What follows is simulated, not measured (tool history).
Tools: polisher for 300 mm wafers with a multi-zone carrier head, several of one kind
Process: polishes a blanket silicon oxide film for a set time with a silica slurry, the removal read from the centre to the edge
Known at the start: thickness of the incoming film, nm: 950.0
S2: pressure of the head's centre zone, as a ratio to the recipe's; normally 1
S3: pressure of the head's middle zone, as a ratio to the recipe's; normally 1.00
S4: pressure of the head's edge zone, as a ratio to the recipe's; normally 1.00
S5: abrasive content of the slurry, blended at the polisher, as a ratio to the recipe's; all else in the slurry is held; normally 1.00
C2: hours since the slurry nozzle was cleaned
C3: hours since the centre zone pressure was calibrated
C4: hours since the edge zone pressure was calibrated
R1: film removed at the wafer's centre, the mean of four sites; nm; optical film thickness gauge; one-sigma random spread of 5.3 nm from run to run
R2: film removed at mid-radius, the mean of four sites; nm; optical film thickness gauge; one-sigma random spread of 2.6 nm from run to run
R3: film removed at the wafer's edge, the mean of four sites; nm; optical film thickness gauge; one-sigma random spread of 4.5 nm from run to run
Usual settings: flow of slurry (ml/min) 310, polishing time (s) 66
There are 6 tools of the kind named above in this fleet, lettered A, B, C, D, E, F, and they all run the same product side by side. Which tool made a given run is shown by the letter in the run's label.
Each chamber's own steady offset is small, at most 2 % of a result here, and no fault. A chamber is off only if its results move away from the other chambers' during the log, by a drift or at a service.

run 1B hour=5.5 | flow_of_slurry_(ml/min)=310 S2=1 S3=1.00 S4=1.00 S5=1.00 polishing_time_(s)=66 | wafers_polished_on_this_pad=377 C2=782.5 C3=218.0 C4=256.8 | R1=388.64 R2=401.10 R3=405.48
run 2A hour=12.6 | flow_of_slurry_(ml/min)=310 S2=1 S3=1.00 S4=1.00 S5=1.00 polishing_time_(s)=66 | wafers_polished_on_this_pad=836 C2=655.0 C3=501.8 C4=271.3 | R1=403.39 R2=402.85 R3=402.82
run 3C hour=22.3 | flow_of_slurry_(ml/min)=310 S2=1 S3=1.00 S4=1.00 S5=1.00 polishing_time_(s)=66 | wafers_polished_on_this_pad=1223 C2=650.1 C3=89.8 C4=789.2 | R1=414.20 R2=412.84 R3=400.38
-- hour=26.2 chamber A: worn pad replaced by a new one
-- hour=28.1 chamber C: worn pad replaced by a new one
run 4D hour=31.5 | flow_of_slurry_(ml/min)=310 S2=1 S3=1.00 S4=1.00 S5=1.00 polishing_time_(s)=66 | wafers_polished_on_this_pad=780 C2=300.6 C3=36.7 C4=715.1 | R1=396.90 R2=400.08 R3=410.75
run 5F hour=38.1 | flow_of_slurry_(ml/min)=310 S2=1 S3=1.00 S4=1.00 S5=1.00 polishing_time_(s)=66 | wafers_polished_on_this_pad=267 C2=775.8 C3=768.4 C4=668.8 | R1=402.11 R2=395.40 R3=404.61
-- hour=45.7 chamber B: edge zone pressure recalibrated
run 6E hour=46.2 | flow_of_slurry_(ml/min)=310 S2=1 S3=1.00 S4=1.00 S5=1.00 polishing_time_(s)=66 | wafers_polished_on_this_pad=1031 C2=214.9 C3=512.6 C4=483.2 | R1=403.77 R2=408.67 R3=411.46
-- hour=52.9 chamber E: slurry nozzle cleaned
run 7F hour=54.0 | flow_of_slurry_(ml/min)=310 S2=1 S3=1.00 S4=1.00 S5=1.00 polishing_time_(s)=66 | wafers_polished_on_this_pad=368 C2=791.7 C3=784.3 C4=684.7 | R1=408.67 R2=402.34 R3=410.53
run 8D hour=60.0 | flow_of_slurry_(ml/min)=265 S2=1 S3=1.00 S4=1.00 S5=1.10 polishing_time_(s)=66 | wafers_polished_on_this_pad=960 C2=329.1 C3=65.2 C4=743.6 | R1=402.72 R2=411.44 R3=426.25
-- hour=71.5 chamber E: edge zone pressure recalibrated
run 9C hour=72.2 | flow_of_slurry_(ml/min)=265 S2=1 S3=1.00 S4=1.00 S5=1.10 polishing_time_(s)=66 | wafers_polished_on_this_pad=278 C2=700.0 C3=139.7 C4=839.1 | R1=416.06 R2=422.34 R3=419.01
run 10B hour=77.7 | flow_of_slurry_(ml/min)=265 S2=1 S3=1.00 S4=1.00 S5=1.10 polishing_time_(s)=66 | wafers_polished_on_this_pad=833 C2=854.7 C3=290.2 C4=32.0 | R1=412.38 R2=418.24 R3=409.12
-- hour=78.0 chamber B: worn pad replaced by a new one
run 11E hour=86.0 | flow_of_slurry_(ml/min)=265 S2=1 S3=1.00 S4=1.00 S5=1.10 polishing_time_(s)=66 | wafers_polished_on_this_pad=1283 C2=33.1 C3=552.4 C4=14.5 | R1=403.87 R2=414.37 R3=416.98
-- hour=91.4 chamber F: worn pad replaced by a new one
-- hour=94.2 chamber A: slurry nozzle cleaned
run 12A hour=94.6 | flow_of_slurry_(ml/min)=265 S2=1 S3=1.00 S4=1.00 S5=1.10 polishing_time_(s)=66 | wafers_polished_on_this_pad=432 C2=0.5 C3=583.8 C4=353.3 | R1=406.30 R2=414.23 R3=406.59
-- hour=95.6 chamber E: worn pad replaced by a new one
-- hour=100.6 chamber B: slurry nozzle cleaned
run 13F hour=107.0 | flow_of_slurry_(ml/min)=265 S2=1 S3=1.00 S4=1.00 S5=1.10 polishing_time_(s)=66 | wafers_polished_on_this_pad=99 C2=844.7 C3=837.3 C4=737.7 | R1=414.66 R2=410.70 R3=424.38
run 14D hour=114.7 | flow_of_slurry_(ml/min)=310 S2=1 S3=0.93 S4=1.00 S5=1.00 polishing_time_(s)=66 | wafers_polished_on_this_pad=1306 C2=383.8 C3=119.9 C4=798.3 | R1=400.55 R2=373.42 R3=408.73
-- hour=119.6 chamber F: slurry nozzle cleaned
run 15C hour=120.1 | flow_of_slurry_(ml/min)=310 S2=1 S3=0.93 S4=1.00 S5=1.00 polishing_time_(s)=66 | wafers_polished_on_this_pad=581 C2=747.9 C3=187.6 C4=887.0 | R1=404.94 R2=385.33 R3=402.21
run 16A hour=132.0 | flow_of_slurry_(ml/min)=310 S2=1 S3=0.93 S4=1.00 S5=1.00 polishing_time_(s)=66 | wafers_polished_on_this_pad=669 C2=37.9 C3=621.2 C4=390.7 | R1=403.90 R2=379.24 R3=407.40
run 17B hour=143.1 | flow_of_slurry_(ml/min)=310 S2=1 S3=0.93 S4=1.00 S5=1.00 polishing_time_(s)=66 | wafers_polished_on_this_pad=411 C2=42.6 C3=355.6 C4=97.4 | R1=402.81 R2=383.64 R3=411.74
run 18E hour=150.9 | flow_of_slurry_(ml/min)=310 S2=1 S3=0.93 S4=1.00 S5=1.00 polishing_time_(s)=66 | wafers_polished_on_this_pad=349 C2=98.0 C3=617.3 C4=79.4 | R1=408.35 R2=380.74 R3=407.22
run 19E hour=162.3 | flow_of_slurry_(ml/min)=310 S2=1 S3=0.93 S4=1.00 S5=1.00 polishing_time_(s)=66 | wafers_polished_on_this_pad=421 C2=109.4 C3=628.7 C4=90.8 | R1=393.14 R2=380.46 R3=407.05
-- hour=163.0 chamber A: centre zone pressure recalibrated
-- hour=164.6 chamber C: slurry nozzle cleaned
-- hour=169.0 chamber A: worn pad replaced by a new one
run 20F hour=169.2 | flow_of_slurry_(ml/min)=310 S2=1 S3=1.00 S4=1.00 S5=1.00 polishing_time_(s)=66 | wafers_polished_on_this_pad=492 C2=49.7 C3=899.5 C4=799.9 | R1=401.82 R2=400.73 R3=403.33
-- hour=174.5 chamber D: edge zone pressure recalibrated
run 21B hour=177.5 | flow_of_slurry_(ml/min)=310 S2=1 S3=1.00 S4=1.00 S5=0.85 polishing_time_(s)=66 | wafers_polished_on_this_pad=628 C2=77.0 C3=390.0 C4=131.8 | R1=379.28 R2=377.49 R3=373.29
-- hour=180.0 chamber B: worn pad replaced by a new one
run 22A hour=183.4 | flow_of_slurry_(ml/min)=310 S2=1 S3=1.00 S4=1.00 S5=0.85 polishing_time_(s)=66 | wafers_polished_on_this_pad=91 C2=89.3 C3=20.5 C4=442.1 | R1=376.88 R2=370.14 R3=365.39
-- hour=189.5 chamber F: worn pad replaced by a new one
run 23D hour=190.9 | flow_of_slurry_(ml/min)=310 S2=1 S3=1.00 S4=1.00 S5=0.85 polishing_time_(s)=66 | wafers_polished_on_this_pad=1788 C2=460.0 C3=196.1 C4=16.5 | R1=355.64 R2=358.20 R3=362.79
run 24C hour=197.9 | flow_of_slurry_(ml/min)=310 S2=1 S3=1.00 S4=1.00 S5=0.85 polishing_time_(s)=66 | wafers_polished_on_this_pad=1073 C2=33.3 C3=265.4 C4=964.8 | R1=368.74 R2=381.90 R3=385.06
run 25F hour=207.7 | flow_of_slurry_(ml/min)=310 S2=1 S3=1.00 S4=1.00 S5=0.85 polishing_time_(s)=66 | wafers_polished_on_this_pad=115 C2=88.2 C3=938.0 C4=838.4 | R1=381.99 R2=373.92 R3=371.32
run 26C hour=214.3 | flow_of_slurry_(ml/min)=310 S2=1 S3=1.00 S4=1.00 S5=0.85 polishing_time_(s)=66 | wafers_polished_on_this_pad=1176 C2=49.7 C3=281.8 C4=981.2 | R1=366.87 R2=377.32 R3=365.98
run 27E hour=221.6 | flow_of_slurry_(ml/min)=310 S2=1 S3=1.00 S4=1.00 S5=1.00 polishing_time_(s)=66 | wafers_polished_on_this_pad=796 C2=168.7 C3=688.0 C4=150.1 | R1=400.63 R2=406.53 R3=410.21
run 28D hour=230.7 | flow_of_slurry_(ml/min)=310 S2=1 S3=1.00 S4=1.00 S5=1.00 polishing_time_(s)=66 | wafers_polished_on_this_pad=2039 C2=499.8 C3=235.9 C4=56.3 | R1=370.90 R2=383.46 R3=389.82
-- hour=232.5 chamber C: worn pad replaced by a new one
run 29A hour=239.3 | flow_of_slurry_(ml/min)=310 S2=1 S3=1.00 S4=1.00 S5=1.00 polishing_time_(s)=66 | wafers_polished_on_this_pad=444 C2=145.2 C3=76.4 C4=498.0 | R1=405.44 R2=398.55 R3=400.92
-- hour=245.5 chamber F: edge zone pressure recalibrated
run 30B hour=248.0 | flow_of_slurry_(ml/min)=310 S2=1 S3=1.00 S4=1.00 S5=1.00 polishing_time_(s)=66 | wafers_polished_on_this_pad=430 C2=147.5 C3=460.5 C4=202.3 | R1=403.53 R2=401.28 R3=397.04
run 31C hour=253.4 | flow_of_slurry_(ml/min)=310 S2=1 S3=1.00 S4=0.96 S5=0.75 polishing_time_(s)=66 | wafers_polished_on_this_pad=132 C2=88.8 C3=320.9 C4=1020.3 | R1=358.84 R2=349.88 R3=338.38
run 32F hour=264.3 | flow_of_slurry_(ml/min)=310 S2=1 S3=1.00 S4=0.96 S5=0.75 polishing_time_(s)=66 | wafers_polished_on_this_pad=473 C2=144.8 C3=994.6 C4=18.9 | R1=356.11 R2=350.55 R3=348.69
-- hour=271.8 chamber C: edge zone pressure recalibrated
run 33A hour=272.6 | flow_of_slurry_(ml/min)=310 S2=1 S3=1.00 S4=0.96 S5=0.75 polishing_time_(s)=66 | wafers_polished_on_this_pad=654 C2=178.5 C3=109.7 C4=531.3 | R1=347.60 R2=349.02 R3=337.76
-- hour=281.5 chamber B: centre zone pressure recalibrated
run 34B hour=282.2 | flow_of_slurry_(ml/min)=310 S2=1 S3=1.00 S4=0.96 S5=0.75 polishing_time_(s)=66 | wafers_polished_on_this_pad=646 C2=181.7 C3=0.7 C4=236.5 | R1=340.68 R2=351.79 R3=348.26
-- hour=285.1 chamber F: worn pad replaced by a new one
run 35E hour=290.8 | flow_of_slurry_(ml/min)=310 S2=1 S3=1.00 S4=0.96 S5=0.75 polishing_time_(s)=66 | wafers_polished_on_this_pad=1233 C2=237.9 C3=757.2 C4=219.3 | R1=354.01 R2=355.30 R3=352.37
run 36D hour=297.9 | flow_of_slurry_(ml/min)=310 S2=1 S3=1.00 S4=0.96 S5=0.75 polishing_time_(s)=66 | wafers_polished_on_this_pad=2464 C2=567.0 C3=303.1 C4=123.5 | R1=310.99 R2=321.27 R3=313.12
-- hour=299.1 chamber E: worn pad replaced by a new one
-- hour=307.5 chamber E: slurry nozzle cleaned
run 37E hour=309.4 | flow_of_slurry_(ml/min)=310 S2=1 S3=1.00 S4=1.00 S5=1.00 polishing_time_(s)=66 | wafers_polished_on_this_pad=65 C2=2.0 C3=775.8 C4=237.9 | R1=401.27 R2=409.11 R3=404.61
-- hour=314.4 chamber A: worn pad replaced by a new one
run 38F hour=319.9 | flow_of_slurry_(ml/min)=310 S2=1 S3=1.00 S4=1.00 S5=1.00 polishing_time_(s)=66 | wafers_polished_on_this_pad=220 C2=200.4 C3=1050.2 C4=74.5 | R1=400.58 R2=399.85 R3=406.40
run 39C hour=331.3 | flow_of_slurry_(ml/min)=310 S2=1 S3=1.00 S4=1.00 S5=1.00 polishing_time_(s)=66 | wafers_polished_on_this_pad=624 C2=166.7 C3=398.8 C4=59.5 | R1=400.89 R2=408.44 R3=414.94
run 40A hour=336.9 | flow_of_slurry_(ml/min)=310 S2=1 S3=1.00 S4=1.00 S5=1.00 polishing_time_(s)=66 | wafers_polished_on_this_pad=142 C2=242.8 C3=174.0 C4=595.6 | R1=407.14 R2=403.02 R3=403.12

Predict what each chamber gives when all 6 of them run the settings below next.
run 41A hour=345.8 | flow_of_slurry_(ml/min)=310 S2=1 S3=1.00 S4=1.00 S5=1.00 polishing_time_(s)=66 | R1=? R2=? R3=?
run 41B hour=345.8 | flow_of_slurry_(ml/min)=310 S2=1 S3=1.00 S4=1.00 S5=1.00 polishing_time_(s)=66 | R1=? R2=? R3=?
run 41C hour=345.8 | flow_of_slurry_(ml/min)=310 S2=1 S3=1.00 S4=1.00 S5=1.00 polishing_time_(s)=66 | R1=? R2=? R3=?
run 41D hour=345.8 | flow_of_slurry_(ml/min)=310 S2=1 S3=1.00 S4=1.00 S5=1.00 polishing_time_(s)=66 | R1=? R2=? R3=?
run 41E hour=345.8 | flow_of_slurry_(ml/min)=310 S2=1 S3=1.00 S4=1.00 S5=1.00 polishing_time_(s)=66 | R1=? R2=? R3=?
run 41F hour=345.8 | flow_of_slurry_(ml/min)=310 S2=1 S3=1.00 S4=1.00 S5=1.00 polishing_time_(s)=66 | R1=? R2=? R3=?

run=41A R1=404.62 R2=404.36 R3=394.53
run=41B R1=397.17 R2=407.56 R3=405.87
run=41C R1=413.86 R2=406.28 R3=403.19
run=41D R1=358.04 R2=362.96 R3=370.09
run=41E R1=402.93 R2=412.09 R3=397.71
run=41F R1=411.30 R2=404.17 R3=399.04
